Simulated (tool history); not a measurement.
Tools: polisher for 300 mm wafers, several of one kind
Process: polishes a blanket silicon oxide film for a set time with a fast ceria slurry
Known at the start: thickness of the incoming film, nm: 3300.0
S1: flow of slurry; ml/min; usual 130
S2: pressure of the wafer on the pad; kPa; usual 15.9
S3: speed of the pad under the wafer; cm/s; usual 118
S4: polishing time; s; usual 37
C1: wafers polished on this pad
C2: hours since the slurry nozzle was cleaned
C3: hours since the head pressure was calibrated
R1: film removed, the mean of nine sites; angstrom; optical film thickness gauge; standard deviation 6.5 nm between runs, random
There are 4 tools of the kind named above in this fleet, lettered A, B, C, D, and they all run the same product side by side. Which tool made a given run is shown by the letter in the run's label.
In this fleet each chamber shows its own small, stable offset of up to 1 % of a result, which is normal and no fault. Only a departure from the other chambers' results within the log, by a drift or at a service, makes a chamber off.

| run | hour | S1 | S2 | S3 | S4 | C1 | C2 | C3 | R1 |
|---|---|---|---|---|---|---|---|---|---|
| 1A | 4.7 | 130 | 15.9 | 118 | 37 | 349 | 16.9 | 227.3 | 5680.9 |
| 2D | 7.1 | 130 | 15.9 | 118 | 37 | 611 | 7.3 | 287.6 | 5562.0 |
| 3B | 10.2 | 130 | 15.9 | 118 | 37 | 278 | 102.9 | 283.4 | 5556.4 |
| 4C | 13.0 | 130 | 15.9 | 118 | 37 | 395 | 132.9 | 282.5 | 5527.8 |
| 5A | 18.0 | 130 | 15.9 | 118 | 37 | 503 | 30.2 | 240.6 | 5577.7 |
| 6D | 20.8 | 130 | 15.9 | 118 | 37 | 770 | 21.0 | 301.3 | 5436.4 |
| 7C | 23.4 | 130 | 15.9 | 118 | 37 | 516 | 143.3 | 292.9 | 5672.7 |
| 8B | 28.7 | 130 | 15.9 | 118 | 37 | 493 | 121.4 | 301.9 | 5572.1 |
|  | 33.4 | chamber A: worn pad replaced by a new one |
| 9C | 33.9 | 130 | 15.9 | 118 | 37 | 638 | 153.8 | 303.4 | 5498.6 |
| 10A | 36.6 | 130 | 15.9 | 118 | 37 | 37 | 48.8 | 259.2 | 5640.7 |
| 11D | 42.2 | 130 | 15.9 | 118 | 37 | 1018 | 42.4 | 322.7 | 5491.7 |
| 12B | 46.6 | 130 | 15.9 | 118 | 37 | 700 | 139.3 | 319.8 | 5573.6 |
|  | 50.5 | chamber B: head pressure recalibrated |
| 13C | 51.3 | 95 | 11.0 | 118 | 37 | 839 | 171.2 | 320.8 | 3547.9 |
|  | 55.5 | chamber D: worn pad replaced by a new one |
| 14D | 56.6 | 95 | 11.0 | 118 | 37 | 13 | 56.8 | 337.1 | 3537.2 |
| 15B | 60.4 | 95 | 11.0 | 118 | 37 | 860 | 153.1 | 9.9 | 3616.0 |
| 16A | 64.7 | 95 | 11.0 | 118 | 37 | 363 | 76.9 | 287.3 | 3634.6 |
|  | 65.4 | chamber D: head pressure recalibrated |
| 17C | 69.8 | 130 | 15.9 | 118 | 37 | 1054 | 189.7 | 339.3 | 5250.4 |
| 18B | 72.9 | 130 | 15.9 | 118 | 37 | 1005 | 165.6 | 22.4 | 5750.2 |
| 19D | 78.1 | 130 | 15.9 | 118 | 37 | 262 | 78.3 | 12.7 | 5530.4 |
| 20A | 80.9 | 130 | 15.9 | 118 | 37 | 550 | 93.1 | 303.5 | 5503.7 |
| 21C | 83.4 | 130 | 15.9 | 118 | 37 | 1211 | 203.3 | 352.9 | 5150.8 |
| 22D | 86.9 | 130 | 15.9 | 118 | 27 | 364 | 87.1 | 21.5 | 4024.6 |
|  | 91.8 | chamber A: worn pad replaced by a new one |
| 23B | 91.9 | 130 | 15.9 | 118 | 27 | 1225 | 184.6 | 41.4 | 4003.8 |
| 24A | 94.5 | 130 | 15.9 | 118 | 27 | 32 | 106.7 | 317.1 | 4078.3 |
| 25C | 98.0 | 130 | 15.9 | 118 | 27 | 1381 | 217.9 | 367.5 | 3689.8 |
| 26A | 100.6 | 130 | 15.9 | 118 | 37 | 102 | 112.8 | 323.2 | 5738.2 |
| 27D | 103.4 | 130 | 15.9 | 118 | 37 | 555 | 103.6 | 38.0 | 5543.1 |

Next, every chamber runs the same settings. What will each give?
| 28A | 107.4 | 130 | 15.9 | 118 | 37 |  |  |  | ? |
| 28B | 107.4 | 130 | 15.9 | 118 | 37 |  |  |  | ? |
| 28C | 107.4 | 130 | 15.9 | 118 | 37 |  |  |  | ? |
| 28D | 107.4 | 130 | 15.9 | 118 | 37 |  |  |  | ? |

| run | R1 |
|---|---|
| 28A | 5599.6 |
| 28B | 5479.6 |
| 28C | 4883.3 |
| 28D | 5493.8 |
